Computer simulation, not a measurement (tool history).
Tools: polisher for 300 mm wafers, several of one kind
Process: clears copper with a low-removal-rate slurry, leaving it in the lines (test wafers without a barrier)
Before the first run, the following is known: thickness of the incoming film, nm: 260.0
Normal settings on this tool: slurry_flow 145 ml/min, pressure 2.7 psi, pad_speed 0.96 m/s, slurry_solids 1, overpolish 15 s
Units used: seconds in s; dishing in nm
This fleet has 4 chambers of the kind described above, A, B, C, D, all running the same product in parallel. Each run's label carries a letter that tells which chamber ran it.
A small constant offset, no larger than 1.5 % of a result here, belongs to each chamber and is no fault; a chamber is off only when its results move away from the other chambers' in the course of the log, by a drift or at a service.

At hour 4.8: chamber A: worn pad replaced by a new one.
Run 1A, hour 10.1: usual settings. Result: seconds 110.07 s, dishing 25.278 nm.
Run 2C, hour 17: usual settings. Result: seconds 107.14 s, dishing 25.571 nm.
At hour 22.2: chamber C: head pressure recalibrated.
Run 3B, hour 26.7: usual settings. Result: seconds 108.89 s, dishing 25.373 nm.
At hour 33.6: chamber C: slurry nozzle cleaned.
Run 4D, hour 35.8: usual settings. Result: seconds 108.18 s, dishing 25.49 nm.
At hour 40.2: chamber B: slurry blender recalibrated.
Run 5D, hour 41.6: usual settings. Result: seconds 111.11 s, dishing 25.265 nm.
At hour 44.6: chamber B: worn pad replaced by a new one.
Run 6C, hour 50.5: usual settings. Result: seconds 108.43 s, dishing 24.713 nm.
At hour 52: chamber D: worn pad replaced by a new one.
Run 7A, hour 58.2: usual settings. Result: seconds 109.63 s, dishing 25.07 nm.
Run 8B, hour 66: usual settings. Result: seconds 109.68 s, dishing 25.61 nm.
Run 9B, hour 71.4: usual settings. Result: seconds 112.17 s, dishing 25.215 nm.
Run 10D, hour 78.7: usual settings. Result: seconds 108.77 s, dishing 26.201 nm.
Run 11A, hour 86.2: usual settings. Result: seconds 109.34 s, dishing 25.299 nm.
At hour 90.7: chamber A: worn pad replaced by a new one.
At hour 91.8: chamber C: worn pad replaced by a new one.
Run 12C, hour 93.5: usual settings. Result: seconds 107.76 s, dishing 25.03 nm.
Run 13D, hour 100.4: usual settings. Result: seconds 109.44 s, dishing 25.254 nm.
Run 14A, hour 104.8: usual settings. Result: seconds 105.71 s, dishing 25.538 nm.
At hour 110.5: chamber D: worn pad replaced by a new one.
Run 15B, hour 114.5: usual settings. Result: seconds 108.69 s, dishing 25.235 nm.
At hour 117.7: chamber B: worn pad replaced by a new one.
Run 16C, hour 123.1: usual settings. Result: seconds 106.15 s, dishing 26.081 nm.
Run 17C, hour 131.4: usual settings. Result: seconds 106.85 s, dishing 25.812 nm.
Run 18A, hour 139.7: usual settings. Result: seconds 109.35 s, dishing 25.419 nm.
Run 19D, hour 148.1: usual settings but pressure 3.4 psi, overpolish 23 s. Result: seconds 86.242 s, dishing 45.259 nm.
Run 20B, hour 157.3: usual settings but pressure 3.4 psi, overpolish 23 s. Result: seconds 88.566 s, dishing 44.644 nm.
At hour 162.9: chamber A: slurry nozzle cleaned.
Run 21B, hour 164.7: usual settings but pressure 3.4 psi, overpolish 23 s. Result: seconds 87.784 s, dishing 43.778 nm.
At hour 169.1: chamber A: worn pad replaced by a new one.
Run 22D, hour 172.6: usual settings but pressure 3.4 psi, overpolish 23 s. Result: seconds 87.14 s, dishing 45.584 nm.
At hour 174.4: chamber D: worn pad replaced by a new one.
Run 23C, hour 179: usual settings. Result: seconds 109.22 s, dishing 25.312 nm.
At hour 185.4: chamber B: worn pad replaced by a new one.
Run 24A, hour 186.6: usual settings but slurry_solids 0.8. Result: seconds 111.18 s, dishing 24.498 nm.
At hour 187.9: chamber C: slurry blender recalibrated.
Run 25D, hour 196.2: usual settings but slurry_solids 0.8. Result: seconds 115.78 s, dishing 24.545 nm.
At hour 197.7: chamber D: slurry blender recalibrated.
At hour 201.6: chamber C: worn pad replaced by a new one.
Run 26C, hour 204.1: usual settings but slurry_solids 0.8. Result: seconds 113.93 s, dishing 23.951 nm.
At hour 209.9: chamber A: slurry blender recalibrated.
Run 27B, hour 212.1: usual settings but slurry_solids 0.8. Result: seconds 113.3 s, dishing 23.814 nm.
Run 28A, hour 221.1: usual settings but slurry_flow 110 ml/min, pressure 3.4 psi. Result: seconds 89.508 s, dishing 29.738 nm.
Run 29A, hour 230: usual settings but slurry_flow 110 ml/min, pressure 3.4 psi. Result: seconds 91.594 s, dishing 29.923 nm.
At hour 231.7: chamber D: worn pad replaced by a new one.
Run 30D, hour 236.3: usual settings but slurry_flow 110 ml/min, pressure 3.4 psi. Result: seconds 91.601 s, dishing 30.172 nm.
Run 31B, hour 242.3: usual settings but slurry_flow 110 ml/min, pressure 3.4 psi. Result: seconds 91.921 s, dishing 30.08 nm.
Run 32C, hour 251.1: usual settings. Result: seconds 108.8 s, dishing 25.66 nm.
At hour 252.4: chamber B: worn pad replaced by a new one.
At hour 255: chamber A: worn pad replaced by a new one.
Run 33C, hour 259.6: usual settings. Result: seconds 106.35 s, dishing 25.881 nm.
At hour 261.5: chamber B: head pressure recalibrated.
Run 34B, hour 268: usual settings. Result: seconds 109.4 s, dishing 25.123 nm.
Run 35D, hour 273.2: usual settings but pad_speed 0.78 m/s. Result: seconds 135.19 s, dishing 21.073 nm.
Run 36A, hour 280.6: usual settings but pad_speed 0.78 m/s. Result: seconds 132.97 s, dishing 21.407 nm.
Run 37D, hour 287.1: usual settings but pad_speed 0.78 m/s. Result: seconds 134.17 s, dishing 21.312 nm.
Run 38A, hour 296.6: usual settings but pad_speed 0.78 m/s. Result: seconds 134.23 s, dishing 20.935 nm.
Run 39C, hour 303: usual settings. Result: seconds 107.24 s, dishing 26.174 nm.
At hour 304.2: chamber B: slurry nozzle cleaned.
Run 40B, hour 309: usual settings. Result: seconds 109.94 s, dishing 25.291 nm.
At hour 310: chamber B: worn pad replaced by a new one.
Run 41C, hour 315.7: usual settings. Result: seconds 106.04 s, dishing 25.086 nm.
Run 42B, hour 320.2: usual settings. Result: seconds 110.9 s, dishing 24.749 nm.
Run 43A, hour 329.3: usual settings. Result: seconds 109.32 s, dishing 25.692 nm.

Predict what each chamber gives when all 4 of them run the settings below next.
Run 44A, hour 336.7: usual settings but pad_speed 0.74 m/s. Result: seconds ?, dishing ?.
Run 44B, hour 336.7: usual settings but pad_speed 0.74 m/s. Result: seconds ?, dishing ?.
Run 44C, hour 336.7: usual settings but pad_speed 0.74 m/s. Result: seconds ?, dishing ?.
Run 44D, hour 336.7: usual settings but pad_speed 0.74 m/s. Result: seconds ?, dishing ?.

run  seconds  dishing
44A    140.5   19.788
44B   143.08   19.929
44C   140.31   20.435
44D   143.07   19.813

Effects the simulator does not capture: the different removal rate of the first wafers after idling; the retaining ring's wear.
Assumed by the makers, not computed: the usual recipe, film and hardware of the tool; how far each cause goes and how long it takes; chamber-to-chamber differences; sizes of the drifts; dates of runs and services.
